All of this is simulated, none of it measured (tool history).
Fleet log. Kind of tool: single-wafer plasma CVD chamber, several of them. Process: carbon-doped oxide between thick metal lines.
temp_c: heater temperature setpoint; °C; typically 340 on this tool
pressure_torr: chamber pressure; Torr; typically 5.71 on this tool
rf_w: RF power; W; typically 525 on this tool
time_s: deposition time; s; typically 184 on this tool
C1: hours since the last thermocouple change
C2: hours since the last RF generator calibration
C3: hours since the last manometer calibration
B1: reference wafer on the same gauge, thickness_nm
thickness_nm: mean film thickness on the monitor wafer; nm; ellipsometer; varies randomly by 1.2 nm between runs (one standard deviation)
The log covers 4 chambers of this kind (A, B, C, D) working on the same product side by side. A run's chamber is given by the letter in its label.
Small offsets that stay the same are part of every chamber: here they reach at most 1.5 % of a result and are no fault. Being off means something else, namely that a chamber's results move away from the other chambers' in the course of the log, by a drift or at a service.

Run 1A, day 0.279: usual settings; C1 2484.5; C2 115.5; C3 1953.6; B1 836.92. Result: thickness_nm 1002.50 nm.
Run 2C, day 0.725: usual settings; C1 1333.3; C2 196.0; C3 608.8; B1 836.97. Result: thickness_nm 998.75 nm.
Run 3B, day 1.021: usual settings; C1 326.6; C2 382.1; C3 562.0; B1 836.81. Result: thickness_nm 1013.80 nm.
Run 4D, day 1.375: usual settings; C1 1995.5; C2 1396.5; C3 511.3; B1 836.60. Result: thickness_nm 1003.70 nm.
Run 5B, day 1.675: usual settings; C1 342.3; C2 397.8; C3 577.7; B1 836.29. Result: thickness_nm 1010.10 nm.
Run 6D, day 2.067: usual settings; C1 2012.1; C2 1413.1; C3 527.9; B1 836.50. Result: thickness_nm 1000.00 nm.
Run 7C, day 2.429: usual settings but pressure_torr 4.84 Torr, time_s 200 s; C1 1374.2; C2 236.9; C3 649.7; B1 836.18. Result: thickness_nm 1057.10 nm.
Run 8A, day 2.888: usual settings but pressure_torr 4.84 Torr, time_s 200 s; C1 2547.1; C2 178.1; C3 2016.2; B1 836.05. Result: thickness_nm 1060.90 nm.
Run 9A, day 3.100: usual settings but pressure_torr 4.84 Torr, time_s 200 s; C1 2552.2; C2 183.2; C3 2021.3; B1 835.83. Result: thickness_nm 1059.60 nm.
Run 10B, day 3.325: usual settings but pressure_torr 4.84 Torr, time_s 200 s; C1 381.9; C2 437.4; C3 617.3; B1 836.02. Result: thickness_nm 1074.00 nm.
Run 11C, day 3.792: usual settings; C1 1406.9; C2 269.6; C3 682.4; B1 835.74. Result: thickness_nm 996.95 nm.
Run 12D, day 4.242: usual settings but rf_w 460 W; C1 2064.3; C2 1465.3; C3 580.1; B1 835.35. Result: thickness_nm 920.44 nm.
Run 13D, day 4.675: usual settings but rf_w 460 W; C1 2074.7; C2 1475.7; C3 590.5; B1 835.29. Result: thickness_nm 920.25 nm.
Run 14C, day 4.975: usual settings but rf_w 460 W; C1 1435.3; C2 298.0; C3 710.8; B1 835.14. Result: thickness_nm 918.83 nm.
Run 15A, day 5.267: usual settings but rf_w 460 W; C1 2604.2; C2 235.2; C3 2073.3; B1 835.55. Result: thickness_nm 920.95 nm.
Run 16B, day 5.562: usual settings; C1 435.6; C2 491.1; C3 671.0; B1 835.31. Result: thickness_nm 1008.60 nm.
Run 17D, day 5.846: usual settings; C1 2102.8; C2 1503.8; C3 618.6; B1 835.16. Result: thickness_nm 1000.30 nm.
Run 18A, day 6.117: usual settings but temp_c 327 °C, rf_w 470 W; C1 2624.6; C2 255.6; C3 2093.7; B1 834.69. Result: thickness_nm 970.63 nm.
Run 19C, day 6.567: usual settings but temp_c 327 °C, rf_w 470 W; C1 1473.5; C2 336.2; C3 749.0; B1 834.57. Result: thickness_nm 966.53 nm.
Run 20B, day 6.817: usual settings but temp_c 327 °C, rf_w 470 W; C1 465.7; C2 521.2; C3 701.1; B1 834.96. Result: thickness_nm 980.72 nm.
Run 21B, day 7.050: usual settings but temp_c 327 °C, rf_w 470 W; C1 471.3; C2 526.8; C3 706.7; B1 834.64. Result: thickness_nm 982.43 nm.
Run 22D, day 7.367: usual settings; C1 2139.3; C2 1540.3; C3 655.1; B1 834.56. Result: thickness_nm 998.59 nm.
Run 23C, day 7.621: usual settings; C1 1498.8; C2 361.5; C3 774.3; B1 834.27. Result: thickness_nm 996.24 nm.
Run 24A, day 7.850: usual settings; C1 2666.2; C2 297.2; C3 2135.3; B1 834.29. Result: thickness_nm 1000.50 nm.
At day 8.062: chamber A: capacitance manometer re-zeroed and calibrated.
Run 25B, day 8.333: usual settings; C1 502.1; C2 557.6; C3 737.5; B1 834.23. Result: thickness_nm 1008.60 nm.
Run 26D, day 8.654: usual settings; C1 2170.2; C2 1571.2; C3 686.0; B1 834.15. Result: thickness_nm 998.71 nm.
At day 8.725: chamber C: thermocouple changed; heater temperature recalibrated.
Run 27C, day 8.929: usual settings; C1 5.0; C2 392.9; C3 805.7; B1 833.98. Result: thickness_nm 993.84 nm.
Run 28A, day 9.292: usual settings; C1 2700.8; C2 331.8; C3 29.5; B1 833.79. Result: thickness_nm 998.06 nm.
Run 29B, day 9.696: usual settings; C1 534.8; C2 590.3; C3 770.2; B1 833.40. Result: thickness_nm 1006.50 nm.
Run 30D, day 10.112: usual settings; C1 2205.2; C2 1606.2; C3 721.0; B1 833.54. Result: thickness_nm 997.84 nm.
Run 31C, day 10.438: usual settings; C1 41.2; C2 429.1; C3 841.9; B1 833.48. Result: thickness_nm 994.25 nm.
Run 32A, day 10.696: usual settings; C1 2734.5; C2 365.5; C3 63.2; B1 833.43. Result: thickness_nm 998.96 nm.
Run 33D, day 10.979: usual settings; C1 2226.0; C2 1627.0; C3 741.8; B1 833.16. Result: thickness_nm 996.93 nm.
Run 34A, day 11.367: usual settings; C1 2750.6; C2 381.6; C3 79.3; B1 833.09. Result: thickness_nm 996.46 nm.

Which is it: a chamber that has drifted or been left off by a service, a gauge drift common to all chambers, or only each chamber's usual small offset? If a chamber is off, name it and its likeliest cause.

It is the gauge, not a chamber: its drift shows up in every chamber's results at once, and no chamber is off.
What lies behind it: gauge reads low (%) = 0.481.
